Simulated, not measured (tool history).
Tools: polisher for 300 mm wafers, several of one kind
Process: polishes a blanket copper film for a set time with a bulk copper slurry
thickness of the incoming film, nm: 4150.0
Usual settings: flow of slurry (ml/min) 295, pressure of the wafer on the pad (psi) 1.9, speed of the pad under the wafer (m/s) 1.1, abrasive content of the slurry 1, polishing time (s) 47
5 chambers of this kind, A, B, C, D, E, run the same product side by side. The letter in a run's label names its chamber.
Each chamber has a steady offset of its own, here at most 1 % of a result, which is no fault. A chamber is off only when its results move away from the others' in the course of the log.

run	hour	flow of slurry (ml/min)	pressure of the wafer on the pad (psi)	speed of the pad under the wafer (m/s)	abrasive content of the slurry	polishing time (s)	film removed (Å)
1E	3.2	295	1.9	1.1	1	47	2616.6
2C	5.5	295	1.9	1.1	1	47	2677.1
3B	9.8	295	1.9	1.1	1	47	2673.3
4D	13	295	1.9	1.1	1	47	2665.6
# hour 16.4: chamber C: worn pad replaced by a new one
5A	17.4	295	1.9	1.1	1	47	2667.8
6D	21.1	295	1.9	1.1	1	47	2635.9
7E	23.5	295	1.9	1.1	1	47	2639.9
8A	27.2	330	1.9	1.1	1	47	2627.4
# hour 27.7: chamber C: slurry blender recalibrated
9B	30.3	330	1.9	1.1	1	47	2721.4
10C	34.6	330	1.9	1.1	1	47	2736
11C	38.9	330	1.9	1.1	1	47	2728.1
# hour 42.3: chamber B: worn pad replaced by a new one
12D	42.9	330	1.9	1.1	1	47	2655.1
13E	47	295	1.9	1.1	1	47	2634.3
14A	51.5	295	1.9	1.1	1	47	2656.1
15B	55.3	295	1.9	1.1	1	47	2658.7
16E	58.7	295	1.9	1.1	0.75	52	2724.1
# hour 61: chamber C: slurry nozzle cleaned
17A	61.8	295	1.9	1.1	0.75	52	2737.5
18D	65.3	295	1.9	1.1	0.75	52	2690.1
# hour 68.5: chamber B: slurry nozzle cleaned
# hour 68.8: chamber E: worn pad replaced by a new one
19B	68.9	295	1.9	1.1	0.75	52	2824.6
# hour 70: chamber D: slurry nozzle cleaned
# hour 70.7: chamber A: worn pad replaced by a new one
20C	72.9	295	1.9	1.1	0.75	52	2775.5
21E	76.1	295	1.9	1.1	1	47	2611.9
# hour 77.5: chamber A: slurry blender recalibrated
22D	79.1	295	1.9	1.1	1	47	2578.7
23B	82.4	295	1.9	1.1	1	47	2686.3
24C	85.1	295	1.9	1.1	1	47	2654.8
25A	87.4	295	1.9	1.1	1	47	2696
26B	90.6	295	1.9	1.1	1	47	2660.2
27D	92.7	295	1.9	1.1	1	47	2506.4
28E	96.6	295	1.9	1.1	1	47	2642.5
# hour 98.8: chamber C: worn pad replaced by a new one
29A	100.9	295	1.9	1.1	1	47	2648.1
30C	105.4	295	1.4	1.1	1	53	2231.3
31E	108.8	295	1.4	1.1	1	53	2205.7
32C	113.1	295	1.4	1.1	1	53	2256.3
# hour 113.4: chamber B: worn pad replaced by a new one
33B	115.5	295	1.4	1.1	1	53	2243.2
34A	119.5	295	1.4	1.1	1	53	2181.2

What goes on in this fleet: one chamber off, a drifting gauge, or nothing beyond the chambers' own small offsets? Name the chamber and the cause, if any.

Chamber D drifts away from the others.
Cause: removal rate lost through wear of the pad, % = 7.51.
The log may not tell that from: head's pressure below its setpoint, %; abrasive missing from the slurry, %.

Here are 4 candidates for chamber D's next run, each the usual settings with a change, their results left as question marks. Which one brings its results back in line with what the others give on the usual settings?
In line means no further than this from the other chambers' mean on the usual settings: film removed (Å) 76
35D-1	122.8	295	1.9	1.14	1	49	?
35D-2	122.8	295	2	1.14	1	49	?
35D-3	122.8	295	1.9	1.06	1	45	?
35D-4	122.8	295	1.8	1.06	1	45	?

The other chambers' mean on the usual settings: film removed (Å) 2654.9
run	film removed (Å)
35D-1	2663.8
35D-2	2804
35D-3	2274.6
35D-4	2154.9
35D-1 brings the chamber back in line.
